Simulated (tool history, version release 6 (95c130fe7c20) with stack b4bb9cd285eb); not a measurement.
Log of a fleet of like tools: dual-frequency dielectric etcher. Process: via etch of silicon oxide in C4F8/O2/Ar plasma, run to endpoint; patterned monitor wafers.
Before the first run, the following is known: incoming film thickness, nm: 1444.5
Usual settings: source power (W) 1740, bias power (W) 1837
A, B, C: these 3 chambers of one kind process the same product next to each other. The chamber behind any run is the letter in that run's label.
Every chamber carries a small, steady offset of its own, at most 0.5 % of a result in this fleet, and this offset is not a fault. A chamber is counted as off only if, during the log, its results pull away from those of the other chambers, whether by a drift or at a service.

run    day  source power (W)  bias power (W)  hours since the last wet clean  hours since the last source power generator calibration  hours since the last bias power generator calibration  endpoint time (s)
 1C   0.15              1740            1837                            31.2                                                    715.8                                                  438.9             309.57
 2B  0.308              1740            1837                             413                                                     1455                                                 2132.8             306.47
 3A  0.446              1740            1837                           129.3                                                    422.2                                                  756.5             308.69
 4B  0.562              1740            1837                           419.1                                                   1461.1                                                 2138.9             309.62
 5A  0.758              1740            1837                           136.8                                                    429.7                                                    764             306.34
 6C  0.858              1740            1837                            48.2                                                    732.8                                                  455.9             310.69
 7C  0.971              1740            1837                            50.9                                                    735.5                                                  458.6             308.76
 8A  1.146              1740            1837                           146.1                                                      439                                                  773.3             307.66
 9B  1.258              1740            1837                           435.8                                                   1477.8                                                 2155.6             309.92
10C  1.396              1740            1837                            61.1                                                    745.7                                                  468.8             308.58
11A  1.542              1740            1837                           155.6                                                    448.5                                                  782.8             306.06
12B  1.688              1740            1837                           446.1                                                   1488.1                                                 2165.9             311.47
13B  1.829              1910            1837                           449.5                                                   1491.5                                                 2169.3             297.01
14A   1.95              1910            1837                           165.4                                                    458.3                                                  792.6             291.72
15C  2.138              1910            1837                            78.9                                                    763.5                                                  486.6              298.6
16B  2.308              1740            1837                             461                                                     1503                                                 2180.8             308.63
17C  2.521              1740            1837                            88.1                                                    772.7                                                  495.8             309.08
18A  2.679              1740            1837                           182.9                                                    475.8                                                  810.1             301.35
19A    2.9              1740            1837                           188.2                                                    481.1                                                  815.4              300.9
20C  3.096              1740            1484                           101.9                                                    786.5                                                  509.6             328.93
     3.158  -- chamber B: source power generator calibrated
       3.2  -- chamber B: wet clean of the chamber
21B  3.204              1740            1484                             0.1                                                      1.1                                                 2202.3             326.32
22C  3.358              1740            1484                           108.2                                                    792.8                                                  515.9             327.46

What goes on in this fleet: one chamber off, a drifting gauge, or nothing beyond the chambers' own small offsets? Name the chamber and the cause, if any.

One chamber, A, drifts off from the rest bit by bit.
Most likely cause: etch rate over this chamber's usual, % = 2.52.

Chamber A could run next with any of the 4 candidate recipes listed below; each alters the usual settings, and their results appear as question marks. Which one brings its results back in line with what the other chambers deliver on the usual settings?
In line here means within this much of the mean the other chambers give on the usual settings: endpoint time (s) 3.9
23A-1  3.521              1710            1837                                                                                                                                                                  ?
23A-2  3.521              1740            1641                                                                                                                                                                  ?
23A-3  3.521              1740            2033                                                                                                                                                                  ?
23A-4  3.521              1770            1837                                                                                                                                                                  ?

The mean the other chambers reach with the usual settings: endpoint time (s) 308.97
  run  endpoint time (s)
23A-1             301.82
23A-2             309.28
23A-3             291.15
23A-4             297.64
With 23A-2, the chamber falls back in line with the rest.
